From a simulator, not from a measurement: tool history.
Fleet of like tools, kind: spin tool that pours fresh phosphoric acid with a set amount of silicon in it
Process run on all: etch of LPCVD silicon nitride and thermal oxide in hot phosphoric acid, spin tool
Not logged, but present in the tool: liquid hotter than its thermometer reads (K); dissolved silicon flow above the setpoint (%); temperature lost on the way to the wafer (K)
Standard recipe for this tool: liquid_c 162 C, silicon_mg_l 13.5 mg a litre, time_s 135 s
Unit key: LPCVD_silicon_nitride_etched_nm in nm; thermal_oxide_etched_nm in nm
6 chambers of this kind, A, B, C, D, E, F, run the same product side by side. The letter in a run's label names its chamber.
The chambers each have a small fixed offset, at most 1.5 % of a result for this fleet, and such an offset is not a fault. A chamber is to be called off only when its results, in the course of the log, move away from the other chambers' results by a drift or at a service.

run,hour,liquid_c,silicon_mg_l,time_s,hours since the thermometer was replaced,hours since the dissolved silicon flow meter was replaced,hours since the heated supply line was repaired,"read-back film thickness of the LPCVD silicon nitride reference wafer, read on the same gauge (nm)","read-back film thickness of the thermal oxide reference wafer, read on the same gauge (nm)",LPCVD_silicon_nitride_etched_nm,thermal_oxide_etched_nm
1D,11.8,162,13.5,135,110.9,2213,750.8,70.014,109.99,12.496,0.33146
2E,17.1,162,13.5,135,460,33.6,908.6,70.021,109.99,12.621,0.35246
3B,22.5,162,13.5,135,1058,513.4,224.6,69.98,110,12.674,0.26412
# hour 31.3: chamber F: heated supply line repaired
4F,31.4,162,13.5,135,889,171.6,0.1,70.001,109.99,12.544,0.34282
# hour 33.9: chamber D: dissolved silicon flow meter replaced
# hour 37.8: chamber B: dissolved silicon flow meter replaced
5C,41.9,162,13.5,135,508.1,853.4,94.1,70.007,110.01,12.686,0.30786
6A,51.1,162,13.5,185,662.7,662.5,1505.9,70.01,110,17.291,0.46229
7B,62.1,162,13.5,185,1097.6,24.3,264.2,69.998,110.01,17.454,0.42634
8F,68,162,13.5,185,925.6,208.2,36.7,70.012,109.98,17.049,0.45884
9C,79.8,162,13.5,185,546,891.3,132,70.001,110,17.364,0.42128
10D,90.5,162,13.5,185,189.6,56.6,829.5,69.994,110,17.236,0.51299
11E,96.9,162,13.5,185,539.8,113.4,988.4,70.002,110,17.301,0.45253
12A,105.8,162,13.5,135,717.4,717.2,1560.6,69.986,109.98,12.677,0.33269
13E,116,162,13.5,135,558.9,132.5,1007.5,69.994,109.99,12.62,0.35132
14B,126.9,162,13.5,135,1162.4,89.1,329,69.99,110.02,12.664,0.32469
15D,134.1,162,13.5,135,233.2,100.2,873.1,69.97,110.02,12.656,0.32155
16C,140.1,162,13.5,135,606.3,951.6,192.3,70.015,109.98,12.701,0.36777
17F,149.8,162,13.5,135,1007.4,290,118.5,70,110.01,12.58,0.30102
18A,157.1,162,13.5,135,768.7,768.5,1611.9,70,110,12.797,0.32769
19D,163,162,13.5,135,262.1,129.1,902,70.001,109.98,12.416,0.32527
20C,168.9,162,13.5,135,635.1,980.4,221.1,69.992,110.01,12.712,0.3456
21E,178.2,162,13.5,135,621.1,194.7,1069.7,70.001,110,12.688,0.34767
22F,185.3,162,13.5,135,1042.9,325.5,154,70.015,110.01,12.624,0.33458
23A,192.7,162,8,135,804.3,804.1,1647.5,69.977,109.97,12.727,0.3935
24B,204,162,8,135,1239.5,166.2,406.1,69.996,109.99,12.601,0.37579
25F,212.2,162,8,135,1069.8,352.4,180.9,69.992,110,12.618,0.37445
26E,219.3,162,8,135,662.2,235.8,1110.8,69.991,109.99,12.579,0.42934
27B,229.7,162,8,135,1265.2,191.9,431.8,70,110,12.507,0.42588
28D,235.9,162,8,135,335,202,974.9,70,109.99,12.551,0.4358
29A,243.6,162,13.5,135,855.2,855,1698.4,70.009,110.02,12.705,0.3265
# hour 249.1: chamber E: heated supply line repaired
30C,255,162,13.5,135,721.2,1066.5,307.2,70.009,109.99,12.799,0.30716
31F,266.2,162,13.5,135,1123.8,406.4,234.9,69.984,109.99,12.561,0.30895
32D,274.9,162,13.5,135,374,241,1013.9,70.004,110,12.546,0.36346
33A,281,162,13.5,135,892.6,892.4,1735.8,69.994,110.01,12.72,0.30137
34C,288.9,162,13.5,135,755.1,1100.4,341.1,70.007,110.01,12.593,0.266
35B,294.2,162,13.5,135,1329.7,256.4,496.3,70.004,110.02,12.501,0.37062
36E,304.2,162,3,135,747.1,320.7,55.2,70.006,109.97,12.747,0.3553
37A,314.2,162,3,135,925.8,925.6,1769,70.009,110.01,12.56,0.41307
38D,322.4,162,3,135,421.5,288.5,1061.4,69.992,109.98,12.562,0.46052

Predict what each chamber gives when all 6 of them run the settings below next.
39A,330.9,162,24,135,,,,,,?,?
39B,330.9,162,24,135,,,,,,?,?
39C,330.9,162,24,135,,,,,,?,?
39D,330.9,162,24,135,,,,,,?,?
39E,330.9,162,24,135,,,,,,?,?
39F,330.9,162,24,135,,,,,,?,?

run,LPCVD_silicon_nitride_etched_nm,thermal_oxide_etched_nm
39A,12.732,0.25821
39B,12.676,0.25711
39C,12.849,0.23628
39D,12.497,0.22996
39E,12.5,0.26899
39F,12.517,0.22021
